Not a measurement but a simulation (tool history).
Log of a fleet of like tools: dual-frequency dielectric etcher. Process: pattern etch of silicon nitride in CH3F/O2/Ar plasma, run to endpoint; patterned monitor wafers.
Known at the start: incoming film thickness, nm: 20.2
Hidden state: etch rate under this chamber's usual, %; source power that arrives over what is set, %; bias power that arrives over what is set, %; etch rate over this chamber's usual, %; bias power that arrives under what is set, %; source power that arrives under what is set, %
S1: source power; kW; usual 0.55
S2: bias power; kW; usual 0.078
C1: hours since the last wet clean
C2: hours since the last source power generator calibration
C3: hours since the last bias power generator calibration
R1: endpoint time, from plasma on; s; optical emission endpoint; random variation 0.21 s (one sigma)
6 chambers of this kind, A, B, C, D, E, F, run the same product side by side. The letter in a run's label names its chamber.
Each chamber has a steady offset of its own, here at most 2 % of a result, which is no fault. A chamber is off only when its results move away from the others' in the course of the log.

Run 1B, hour 10: usual settings; C1 432.2; C2 1388.9; C3 1023.5. Result: R1 25.36 s.
Run 2E, hour 16: usual settings; C1 401.5; C2 419.8; C3 4925.4. Result: R1 25.387 s.
Run 3D, hour 22.6: usual settings; C1 425.6; C2 1053.3; C3 1509.2. Result: R1 25.213 s.
Run 4A, hour 33: usual settings; C1 170; C2 3089.3; C3 3333.5. Result: R1 25.056 s.
Run 5C, hour 41.4: usual settings; C1 197; C2 1653.4; C3 1202.9. Result: R1 25.758 s.
Run 6F, hour 46.8: usual settings; C1 419.2; C2 1271.1; C3 1997.1. Result: R1 25.014 s.
Run 7F, hour 51.6: usual settings; C1 424; C2 1275.9; C3 2001.9. Result: R1 24.746 s.
Run 8A, hour 58.5: usual settings but S2 0.059 kW; C1 195.5; C2 3114.8; C3 3359. Result: R1 28.015 s.
Run 9B, hour 63.7: usual settings but S2 0.059 kW; C1 485.9; C2 1442.6; C3 1077.2. Result: R1 27.812 s.
Run 10E, hour 68.9: usual settings but S2 0.059 kW; C1 454.4; C2 472.7; C3 4978.3. Result: R1 28.143 s.
Run 11D, hour 76: usual settings but S2 0.059 kW; C1 479; C2 1106.7; C3 1562.6. Result: R1 27.482 s.
Run 12C, hour 83.2: usual settings but S2 0.059 kW; C1 238.8; C2 1695.2; C3 1244.7. Result: R1 28.354 s.
Run 13A, hour 89.8: usual settings but S2 0.059 kW; C1 226.8; C2 3146.1; C3 3390.3. Result: R1 27.62 s.
At hour 96.6: chamber A: bias power generator calibrated.
Run 14E, hour 98: usual settings; C1 483.5; C2 501.8; C3 5007.4. Result: R1 25.55 s.
Run 15F, hour 104.6: usual settings; C1 477; C2 1328.9; C3 2054.9. Result: R1 25.005 s.
At hour 105.3: chamber D: wet clean of the chamber.
Run 16D, hour 114: usual settings; C1 8.8; C2 1144.7; C3 1600.6. Result: R1 25.273 s.
At hour 121: chamber E: wet clean of the chamber.
Run 17C, hour 124.2: usual settings but S2 0.07 kW; C1 279.8; C2 1736.2; C3 1285.7. Result: R1 26.4 s.
Run 18B, hour 131.8: usual settings but S2 0.07 kW; C1 554; C2 1510.7; C3 1145.3. Result: R1 26.074 s.
Run 19B, hour 141.5: usual settings but S2 0.07 kW; C1 563.7; C2 1520.4; C3 1155. Result: R1 26.293 s.
Run 20F, hour 151.6: usual settings but S2 0.07 kW; C1 524; C2 1375.9; C3 2101.9. Result: R1 26.185 s.
At hour 155.4: chamber B: wet clean of the chamber.
Run 21E, hour 160.8: usual settings but S2 0.07 kW; C1 39.9; C2 564.6; C3 5070.2. Result: R1 26.418 s.
Run 22D, hour 165.6: usual settings but S2 0.07 kW; C1 60.4; C2 1196.3; C3 1652.2. Result: R1 25.661 s.
Run 23C, hour 173.4: usual settings; C1 329; C2 1785.4; C3 1334.9. Result: R1 26.018 s.
Run 24A, hour 178.2: usual settings but S1 0.67 kW, S2 0.068 kW; C1 315.2; C2 3234.5; C3 81.7. Result: R1 24.387 s.
Run 25B, hour 185.7: usual settings but S1 0.67 kW, S2 0.068 kW; C1 30.4; C2 1564.6; C3 1199.2. Result: R1 24.383 s.
At hour 190.1: chamber F: wet clean of the chamber.
Run 26E, hour 192.4: usual settings but S1 0.67 kW, S2 0.068 kW; C1 71.5; C2 596.2; C3 5101.8. Result: R1 24.475 s.
Run 27D, hour 200.5: usual settings but S1 0.67 kW, S2 0.068 kW; C1 95.3; C2 1231.2; C3 1687.1. Result: R1 24.296 s.
Run 28A, hour 206.2: usual settings but S1 0.67 kW, S2 0.068 kW; C1 343.2; C2 3262.5; C3 109.7. Result: R1 24.438 s.
Run 29C, hour 215.8: usual settings but S1 0.67 kW, S2 0.068 kW; C1 371.4; C2 1827.8; C3 1377.3. Result: R1 24.667 s.
Run 30F, hour 224.9: usual settings; C1 34.9; C2 1449.2; C3 2175.2. Result: R1 25.001 s.
Run 31A, hour 235.5: usual settings; C1 372.5; C2 3291.8; C3 139. Result: R1 24.762 s.
At hour 238.6: chamber C: bias power generator calibrated.
At hour 240.6: chamber E: bias power generator calibrated.
Run 32F, hour 245.7: usual settings; C1 55.7; C2 1470; C3 2196. Result: R1 25.084 s.
Run 33B, hour 254.2: usual settings; C1 98.9; C2 1633.1; C3 1267.7. Result: R1 25.223 s.
Run 34E, hour 264.1: usual settings; C1 143.2; C2 667.9; C3 23.6. Result: R1 25.516 s.
Run 35D, hour 272.7: usual settings; C1 167.5; C2 1303.4; C3 1759.3. Result: R1 25.437 s.
Run 36C, hour 283.1: usual settings but S1 0.66 kW, S2 0.065 kW; C1 438.7; C2 1895.1; C3 44.5. Result: R1 25.589 s.
Run 37A, hour 292.2: usual settings but S1 0.66 kW, S2 0.065 kW; C1 429.2; C2 3348.5; C3 195.7. Result: R1 24.746 s.
Run 38B, hour 303: usual settings but S1 0.66 kW, S2 0.065 kW; C1 147.7; C2 1681.9; C3 1316.5. Result: R1 25.124 s.
Run 39F, hour 313.3: usual settings but S1 0.66 kW, S2 0.065 kW; C1 123.3; C2 1537.6; C3 2263.6. Result: R1 24.738 s.

Next, every chamber runs the same settings. What will each give?
Run 40A, hour 321.3: usual settings but S1 0.66 kW. Result: R1 ?.
Run 40B, hour 321.3: usual settings but S1 0.66 kW. Result: R1 ?.
Run 40C, hour 321.3: usual settings but S1 0.66 kW. Result: R1 ?.
Run 40D, hour 321.3: usual settings but S1 0.66 kW. Result: R1 ?.
Run 40E, hour 321.3: usual settings but S1 0.66 kW. Result: R1 ?.
Run 40F, hour 321.3: usual settings but S1 0.66 kW. Result: R1 ?.

run      R1
40A  23.508
40B  23.672
40C  23.523
40D  23.543
40E  23.683
40F  23.394

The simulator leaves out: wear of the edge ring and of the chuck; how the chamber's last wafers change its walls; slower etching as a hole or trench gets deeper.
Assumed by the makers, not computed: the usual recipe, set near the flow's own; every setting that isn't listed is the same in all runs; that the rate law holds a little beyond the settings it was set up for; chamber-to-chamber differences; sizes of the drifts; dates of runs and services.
